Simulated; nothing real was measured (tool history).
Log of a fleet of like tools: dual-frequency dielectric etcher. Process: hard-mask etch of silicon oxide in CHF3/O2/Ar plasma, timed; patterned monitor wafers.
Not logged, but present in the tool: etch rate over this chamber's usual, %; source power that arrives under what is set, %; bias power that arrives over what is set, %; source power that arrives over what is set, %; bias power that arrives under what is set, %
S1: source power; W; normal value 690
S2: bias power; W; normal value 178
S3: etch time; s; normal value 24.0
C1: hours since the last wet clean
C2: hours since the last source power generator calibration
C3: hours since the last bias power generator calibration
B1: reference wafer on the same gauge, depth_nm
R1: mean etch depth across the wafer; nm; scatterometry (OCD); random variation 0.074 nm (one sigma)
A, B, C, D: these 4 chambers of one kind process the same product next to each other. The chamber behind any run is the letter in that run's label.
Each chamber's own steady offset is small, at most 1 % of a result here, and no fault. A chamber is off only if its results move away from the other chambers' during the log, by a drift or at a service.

{"run": "1D", "hour": 5.2, "S1": 690, "S2": 178, "S3": 24.0, "C1": 326.3, "C2": 1385.6, "C3": 2483.3, "B1": 40.804, "R1": 49.935}
{"run": "2C", "hour": 10.1, "S1": 690, "S2": 178, "S3": 24.0, "C1": 361.3, "C2": 911.0, "C3": 1478.6, "B1": 40.792, "R1": 49.688}
{"run": "3A", "hour": 18.0, "S1": 690, "S2": 178, "S3": 24.0, "C1": 185.3, "C2": 2632.3, "C3": 1352.9, "B1": 40.786, "R1": 49.601}
{"run": "4B", "hour": 27.2, "S1": 690, "S2": 178, "S3": 24.0, "C1": 283.8, "C2": 250.6, "C3": 2171.2, "B1": 40.787, "R1": 49.14}
{"run": "5D", "hour": 35.0, "S1": 690, "S2": 178, "S3": 24.0, "C1": 356.1, "C2": 1415.4, "C3": 2513.1, "B1": 40.757, "R1": 49.802}
{"run": "6A", "hour": 41.4, "S1": 690, "S2": 138, "S3": 24.0, "C1": 208.7, "C2": 2655.7, "C3": 1376.3, "B1": 40.764, "R1": 45.666}
{"run": "7B", "hour": 50.7, "S1": 690, "S2": 138, "S3": 24.0, "C1": 307.3, "C2": 274.1, "C3": 2194.7, "B1": 40.764, "R1": 45.34}
{"hour": 53.5, "done": "chamber D: wet clean of the chamber"}
{"run": "8C", "hour": 60.0, "S1": 690, "S2": 138, "S3": 24.0, "C1": 411.2, "C2": 960.9, "C3": 1528.5, "B1": 40.734, "R1": 45.773}
{"run": "9A", "hour": 65.2, "S1": 690, "S2": 138, "S3": 24.0, "C1": 232.5, "C2": 2679.5, "C3": 1400.1, "B1": 40.767, "R1": 45.752}
{"run": "10C", "hour": 71.3, "S1": 850, "S2": 144, "S3": 24.0, "C1": 422.5, "C2": 972.2, "C3": 1539.8, "B1": 40.753, "R1": 50.32}
{"run": "11B", "hour": 77.8, "S1": 850, "S2": 144, "S3": 24.0, "C1": 334.4, "C2": 301.2, "C3": 2221.8, "B1": 40.743, "R1": 49.828}
{"run": "12D", "hour": 83.2, "S1": 850, "S2": 144, "S3": 24.0, "C1": 29.8, "C2": 1463.6, "C3": 2561.3, "B1": 40.729, "R1": 50.272}
{"run": "13D", "hour": 93.5, "S1": 850, "S2": 144, "S3": 24.0, "C1": 40.1, "C2": 1473.9, "C3": 2571.6, "B1": 40.719, "R1": 50.255}
{"run": "14A", "hour": 99.0, "S1": 690, "S2": 178, "S3": 24.0, "C1": 266.3, "C2": 2713.3, "C3": 1433.9, "B1": 40.721, "R1": 49.554}
{"run": "15C", "hour": 109.8, "S1": 690, "S2": 178, "S3": 24.0, "C1": 461.0, "C2": 1010.7, "C3": 1578.3, "B1": 40.721, "R1": 49.521}
{"run": "16B", "hour": 117.5, "S1": 690, "S2": 178, "S3": 24.0, "C1": 374.1, "C2": 340.9, "C3": 2261.5, "B1": 40.709, "R1": 49.351}
{"run": "17D", "hour": 123.5, "S1": 690, "S2": 178, "S3": 24.0, "C1": 70.1, "C2": 1503.9, "C3": 2601.6, "B1": 40.7, "R1": 49.679}
{"run": "18B", "hour": 130.3, "S1": 690, "S2": 178, "S3": 24.0, "C1": 386.9, "C2": 353.7, "C3": 2274.3, "B1": 40.707, "R1": 49.169}
{"run": "19A", "hour": 135.0, "S1": 690, "S2": 178, "S3": 24.0, "C1": 302.3, "C2": 2749.3, "C3": 1469.9, "B1": 40.698, "R1": 49.455}
{"run": "20C", "hour": 143.1, "S1": 690, "S2": 178, "S3": 24.0, "C1": 494.3, "C2": 1044.0, "C3": 1611.6, "B1": 40.702, "R1": 49.466}
{"run": "21C", "hour": 150.3, "S1": 690, "S2": 178, "S3": 24.0, "C1": 501.5, "C2": 1051.2, "C3": 1618.8, "B1": 40.678, "R1": 49.436}
{"run": "22D", "hour": 155.1, "S1": 690, "S2": 178, "S3": 24.0, "C1": 101.7, "C2": 1535.5, "C3": 2633.2, "B1": 40.69, "R1": 49.64}
{"run": "23A", "hour": 163.6, "S1": 690, "S2": 178, "S3": 24.0, "C1": 330.9, "C2": 2777.9, "C3": 1498.5, "B1": 40.665, "R1": 49.478}
{"run": "24B", "hour": 168.3, "S1": 690, "S2": 214, "S3": 24.0, "C1": 424.9, "C2": 391.7, "C3": 2312.3, "B1": 40.671, "R1": 52.328}
{"run": "25A", "hour": 177.9, "S1": 690, "S2": 214, "S3": 24.0, "C1": 345.2, "C2": 2792.2, "C3": 1512.8, "B1": 40.648, "R1": 52.467}
{"run": "26B", "hour": 187.1, "S1": 690, "S2": 214, "S3": 24.0, "C1": 443.7, "C2": 410.5, "C3": 2331.1, "B1": 40.647, "R1": 52.359}
{"run": "27D", "hour": 191.8, "S1": 690, "S2": 214, "S3": 24.0, "C1": 138.4, "C2": 1572.2, "C3": 2669.9, "B1": 40.648, "R1": 52.843}
{"run": "28C", "hour": 199.9, "S1": 690, "S2": 178, "S3": 24.0, "C1": 551.1, "C2": 1100.8, "C3": 1668.4, "B1": 40.626, "R1": 49.413}
{"run": "29C", "hour": 207.6, "S1": 690, "S2": 178, "S3": 24.0, "C1": 558.8, "C2": 1108.5, "C3": 1676.1, "B1": 40.623, "R1": 49.32}
{"run": "30A", "hour": 218.3, "S1": 690, "S2": 178, "S3": 24.0, "C1": 385.6, "C2": 2832.6, "C3": 1553.2, "B1": 40.611, "R1": 49.23}
{"run": "31D", "hour": 228.0, "S1": 690, "S2": 178, "S3": 24.0, "C1": 174.6, "C2": 1608.4, "C3": 2706.1, "B1": 40.623, "R1": 49.646}
{"hour": 230.3, "done": "chamber B: wet clean of the chamber"}
{"run": "32B", "hour": 234.3, "S1": 690, "S2": 178, "S3": 24.0, "C1": 4.1, "C2": 457.7, "C3": 2378.3, "B1": 40.605, "R1": 49.042}
{"hour": 237.8, "done": "chamber C: wet clean of the chamber"}
{"run": "33D", "hour": 241.4, "S1": 690, "S2": 209, "S3": 19.0, "C1": 188.0, "C2": 1621.8, "C3": 2719.5, "B1": 40.608, "R1": 41.521}
{"run": "34C", "hour": 246.3, "S1": 690, "S2": 209, "S3": 19.0, "C1": 8.6, "C2": 1147.2, "C3": 1714.8, "B1": 40.604, "R1": 41.23}
{"run": "35B", "hour": 251.2, "S1": 690, "S2": 209, "S3": 19.0, "C1": 21.0, "C2": 474.6, "C3": 2395.2, "B1": 40.59, "R1": 41.132}
{"run": "36A", "hour": 259.4, "S1": 690, "S2": 209, "S3": 19.0, "C1": 426.7, "C2": 2873.7, "C3": 1594.3, "B1": 40.589, "R1": 41.233}
{"run": "37B", "hour": 265.8, "S1": 690, "S2": 178, "S3": 24.0, "C1": 35.6, "C2": 489.2, "C3": 2409.8, "B1": 40.595, "R1": 49.072}
{"run": "38D", "hour": 272.1, "S1": 690, "S2": 206, "S3": 26.5, "C1": 218.7, "C2": 1652.5, "C3": 2750.2, "B1": 40.593, "R1": 57.552}
{"run": "39A", "hour": 278.2, "S1": 690, "S2": 206, "S3": 26.5, "C1": 445.5, "C2": 2892.5, "C3": 1613.1, "B1": 40.57, "R1": 57.168}
{"run": "40C", "hour": 284.2, "S1": 690, "S2": 206, "S3": 26.5, "C1": 46.5, "C2": 1185.1, "C3": 1752.7, "B1": 40.563, "R1": 57.202}
{"run": "41A", "hour": 294.6, "S1": 690, "S2": 206, "S3": 26.5, "C1": 461.9, "C2": 2908.9, "C3": 1629.5, "B1": 40.57, "R1": 57.114}
{"run": "42C", "hour": 300.9, "S1": 690, "S2": 178, "S3": 24.0, "C1": 63.2, "C2": 1201.8, "C3": 1769.4, "B1": 40.573, "R1": 49.361}

Read the log: is a single chamber off, either drifting away or since a service, is the gauge that measures every chamber drifting, or is nothing wrong beyond small per-chamber offsets? Name any odd chamber and what most likely caused it.

The shared gauge is drifting. All chambers look as if they move in step, but none is off.
Most likely cause: gauge reads low (%) = 0.605.
